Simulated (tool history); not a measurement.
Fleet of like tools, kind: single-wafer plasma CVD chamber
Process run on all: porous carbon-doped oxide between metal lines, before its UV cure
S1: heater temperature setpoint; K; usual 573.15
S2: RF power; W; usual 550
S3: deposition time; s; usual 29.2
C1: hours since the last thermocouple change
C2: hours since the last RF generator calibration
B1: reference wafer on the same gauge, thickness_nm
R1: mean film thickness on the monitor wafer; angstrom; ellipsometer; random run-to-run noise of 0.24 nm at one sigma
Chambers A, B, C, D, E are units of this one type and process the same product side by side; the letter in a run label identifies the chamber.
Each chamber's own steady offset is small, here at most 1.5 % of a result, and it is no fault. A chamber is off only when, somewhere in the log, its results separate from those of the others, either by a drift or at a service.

| run | hour | S1 | S2 | S3 | C1 | C2 | B1 | R1 |
|---|---|---|---|---|---|---|---|---|
| 1E | 3.2 | 573.15 | 550 | 29.2 | 1488.3 | 792.4 | 152.00 | 1677.6 |
| 2D | 7.9 | 573.15 | 550 | 29.2 | 2016.9 | 1078.5 | 152.06 | 1677.4 |
| 3A | 12.8 | 573.15 | 550 | 29.2 | 1639.8 | 1205.3 | 152.10 | 1688.1 |
| 4C | 16.2 | 573.15 | 550 | 29.2 | 1407.5 | 898.9 | 152.09 | 1698.6 |
| 5B | 20.2 | 573.15 | 550 | 29.2 | 81.4 | 1005.9 | 152.10 | 1681.8 |
| 6B | 26.0 | 573.15 | 550 | 29.2 | 87.2 | 1011.7 | 152.13 | 1677.9 |
| 7D | 30.0 | 573.15 | 550 | 29.2 | 2039.0 | 1100.6 | 152.12 | 1683.7 |
| 8A | 34.9 | 573.15 | 550 | 29.2 | 1661.9 | 1227.4 | 152.24 | 1688.7 |
| 9E | 41.0 | 587.15 | 550 | 29.2 | 1526.1 | 830.2 | 152.24 | 1550.9 |
| 10C | 46.6 | 587.15 | 550 | 29.2 | 1437.9 | 929.3 | 152.22 | 1580.9 |
| 11C | 52.1 | 587.15 | 550 | 29.2 | 1443.4 | 934.8 | 152.27 | 1578.4 |
| 12B | 58.5 | 587.15 | 550 | 29.2 | 119.7 | 1044.2 | 152.29 | 1557.8 |
| 13A | 64.5 | 587.15 | 550 | 29.2 | 1691.5 | 1257.0 | 152.33 | 1565.6 |
| 14D | 71.1 | 573.15 | 550 | 29.2 | 2080.1 | 1141.7 | 152.34 | 1686.0 |
| 15E | 76.2 | 573.15 | 550 | 29.2 | 1561.3 | 865.4 | 152.34 | 1678.1 |
| 16A | 79.7 | 573.15 | 550 | 29.2 | 1706.7 | 1272.2 | 152.39 | 1692.3 |
| 17D | 86.2 | 573.15 | 550 | 29.2 | 2095.2 | 1156.8 | 152.43 | 1682.1 |
| 18E | 92.0 | 573.15 | 550 | 29.2 | 1577.1 | 881.2 | 152.52 | 1676.5 |
|  | 92.5 | chamber E: thermocouple changed; heater temperature recalibrated |
| 19B | 95.9 | 573.15 | 550 | 29.2 | 157.1 | 1081.6 | 152.49 | 1683.0 |
|  | 100.5 | chamber C: thermocouple changed; heater temperature recalibrated |
| 20C | 103.0 | 573.15 | 550 | 29.2 | 2.6 | 985.7 | 152.50 | 1707.3 |
|  | 106.1 | chamber D: RF generator calibrated |
| 21C | 106.1 | 573.15 | 550 | 29.2 | 5.7 | 988.8 | 152.53 | 1705.6 |
| 22E | 109.8 | 573.15 | 550 | 29.2 | 17.3 | 899.0 | 152.53 | 1680.6 |
| 23A | 114.2 | 573.15 | 550 | 29.2 | 1741.2 | 1306.7 | 152.52 | 1698.2 |
| 24D | 118.8 | 573.15 | 550 | 29.2 | 2127.8 | 12.8 | 152.64 | 1684.8 |
| 25B | 125.7 | 573.15 | 550 | 29.2 | 186.9 | 1111.4 | 152.63 | 1685.2 |
| 26A | 129.1 | 573.15 | 550 | 29.2 | 1756.1 | 1321.6 | 152.62 | 1694.7 |
| 27D | 136.3 | 578.15 | 505 | 29.2 | 2145.3 | 30.3 | 152.66 | 1548.5 |
| 28E | 141.3 | 578.15 | 505 | 29.2 | 48.8 | 930.5 | 152.73 | 1538.8 |
|  | 143.1 | chamber A: thermocouple changed; heater temperature recalibrated |
| 29B | 146.5 | 578.15 | 505 | 29.2 | 207.7 | 1132.2 | 152.74 | 1545.8 |
| 30C | 151.4 | 578.15 | 505 | 29.2 | 51.0 | 1034.1 | 152.73 | 1568.6 |
| 31E | 155.0 | 578.15 | 505 | 29.2 | 62.5 | 944.2 | 152.80 | 1540.7 |
| 32C | 158.7 | 573.15 | 550 | 32.4 | 58.3 | 1041.4 | 152.83 | 1888.8 |
| 33A | 164.6 | 573.15 | 550 | 32.4 | 21.6 | 1357.1 | 152.85 | 1873.9 |
| 34D | 171.1 | 573.15 | 550 | 32.4 | 2180.1 | 65.1 | 152.90 | 1866.4 |

All chambers now run identical settings, listed one chamber a line with results as question marks. What results will each chamber show?
| 35A | 176.3 | 573.15 | 550 | 33.6 |  |  |  | ? |
| 35B | 176.3 | 573.15 | 550 | 33.6 |  |  |  | ? |
| 35C | 176.3 | 573.15 | 550 | 33.6 |  |  |  | ? |
| 35D | 176.3 | 573.15 | 550 | 33.6 |  |  |  | ? |
| 35E | 176.3 | 573.15 | 550 | 33.6 |  |  |  | ? |

| run | R1 |
|---|---|
| 35A | 1945.5 |
| 35B | 1937.0 |
| 35C | 1964.0 |
| 35D | 1938.0 |
| 35E | 1926.5 |

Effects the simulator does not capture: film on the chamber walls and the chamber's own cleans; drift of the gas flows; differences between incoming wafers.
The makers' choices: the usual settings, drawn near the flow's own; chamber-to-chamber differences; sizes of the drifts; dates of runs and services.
